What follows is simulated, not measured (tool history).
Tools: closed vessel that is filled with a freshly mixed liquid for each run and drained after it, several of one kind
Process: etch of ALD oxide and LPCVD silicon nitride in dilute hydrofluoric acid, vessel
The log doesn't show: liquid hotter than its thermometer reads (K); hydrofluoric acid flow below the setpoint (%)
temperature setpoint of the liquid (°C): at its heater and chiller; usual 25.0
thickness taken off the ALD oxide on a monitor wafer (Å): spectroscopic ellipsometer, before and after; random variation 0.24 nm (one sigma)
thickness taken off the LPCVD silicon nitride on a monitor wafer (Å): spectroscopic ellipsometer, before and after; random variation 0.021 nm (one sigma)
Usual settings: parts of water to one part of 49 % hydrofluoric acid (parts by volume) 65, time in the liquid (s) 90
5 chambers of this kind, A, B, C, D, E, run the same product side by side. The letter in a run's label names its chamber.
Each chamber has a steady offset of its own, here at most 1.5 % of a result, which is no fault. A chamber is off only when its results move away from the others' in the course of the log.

run,hour,temperature setpoint of the liquid (°C),parts of water to one part of 49 % hydrofluoric acid (parts by volume),time in the liquid (s),hours since the thermometer was replaced,hours since the hydrofluoric acid flow meter was replaced,"read-back film thickness of the ALD oxide reference wafer, read on the same gauge (nm)","read-back film thickness of the LPCVD silicon nitride reference wafer, read on the same gauge (nm)",thickness taken off the ALD oxide on a monitor wafer (Å),thickness taken off the LPCVD silicon nitride on a monitor wafer (Å)
# hour 2.7: chamber C: hydrofluoric acid flow meter replaced
1D,3.8,25.0,65,90,638.7,408.8,60.002,59.999,255.94,6.8102
2A,11.8,25.0,65,90,544.4,331.7,60.018,60.031,251.15,6.3905
3C,17.8,25.0,65,90,1909.8,15.1,59.986,60.002,246.64,6.5100
4B,25.7,25.0,65,90,485.8,646.8,59.965,59.995,254.22,6.3165
5E,33.4,25.0,45,90,1161.6,349.9,59.993,59.950,364.18,9.0978
6D,39.8,25.0,45,90,674.7,444.8,60.014,60.009,375.01,9.8592
7A,44.0,25.0,45,90,576.6,363.9,59.984,60.032,368.32,9.3303
# hour 51.5: chamber B: hydrofluoric acid flow meter replaced
8C,52.7,25.0,45,90,1944.7,50.0,60.031,60.008,368.26,9.7322
9B,60.8,25.0,45,90,520.9,9.3,59.991,59.983,372.81,9.7999
10E,67.8,25.0,65,90,1196.0,384.3,60.012,59.987,250.36,7.0978
11E,74.6,25.0,65,90,1202.8,391.1,60.040,60.004,255.01,7.0731
12D,79.9,25.0,65,90,714.8,484.9,60.025,60.001,251.50,6.9539
13B,88.4,25.0,65,90,548.5,36.9,59.990,60.001,253.00,6.4883
14C,96.2,25.0,65,90,1988.2,93.5,59.978,60.014,248.63,6.8057
15A,102.2,27.5,40,90,634.8,422.1,59.993,59.992,462.83,12.8730
16E,109.1,27.5,40,90,1237.3,425.6,60.013,59.987,457.46,12.7540
17D,117.6,27.5,40,90,752.5,522.6,59.997,60.006,469.66,13.1740
18C,122.4,27.5,40,90,2014.4,119.7,60.013,59.972,459.47,13.2120
19A,128.8,27.5,40,90,661.4,448.7,60.000,60.020,467.43,13.3580
20B,137.5,23.0,65,50,597.6,86.0,60.008,59.982,129.78,3.2516
21C,142.7,23.0,65,50,2034.7,140.0,60.013,59.961,129.79,3.1736
22B,146.6,23.0,65,50,606.7,95.1,60.009,59.978,129.48,3.3711
23E,154.7,23.0,65,50,1282.9,471.2,59.990,59.955,128.22,3.2335
24D,159.5,23.0,65,50,794.4,564.5,60.016,59.983,128.77,3.4243
25A,167.5,25.0,65,90,700.1,487.4,59.977,60.011,247.79,6.4284
26D,173.3,21.5,65,90,808.2,578.3,60.020,59.990,218.94,5.2370
27C,179.1,21.5,65,90,2071.1,176.4,60.001,60.018,215.94,5.1618
28A,184.4,21.5,65,90,717.0,504.3,60.013,60.003,216.33,5.2220
29E,192.0,21.5,65,90,1320.2,508.5,59.992,59.979,215.23,5.0408
30B,199.2,21.5,65,90,659.3,147.7,60.008,60.009,221.07,5.1842
31B,204.2,25.0,65,90,664.3,152.7,59.997,60.005,252.07,6.7201
32A,209.9,25.0,65,90,742.5,529.8,60.003,60.008,252.47,6.6383
33E,215.0,25.0,65,90,1343.2,531.5,60.000,60.042,249.76,6.6763

Next, every chamber runs the same settings. What will each give?
34A,221.2,25.0,65,90,,,,,?,?
34B,221.2,25.0,65,90,,,,,?,?
34C,221.2,25.0,65,90,,,,,?,?
34D,221.2,25.0,65,90,,,,,?,?
34E,221.2,25.0,65,90,,,,,?,?

run,thickness taken off the ALD oxide on a monitor wafer (Å),thickness taken off the LPCVD silicon nitride on a monitor wafer (Å)
34A,253.24,6.3276
34B,252.71,6.4175
34C,252.23,6.6018
34D,254.29,7.0006
34E,248.99,6.6743

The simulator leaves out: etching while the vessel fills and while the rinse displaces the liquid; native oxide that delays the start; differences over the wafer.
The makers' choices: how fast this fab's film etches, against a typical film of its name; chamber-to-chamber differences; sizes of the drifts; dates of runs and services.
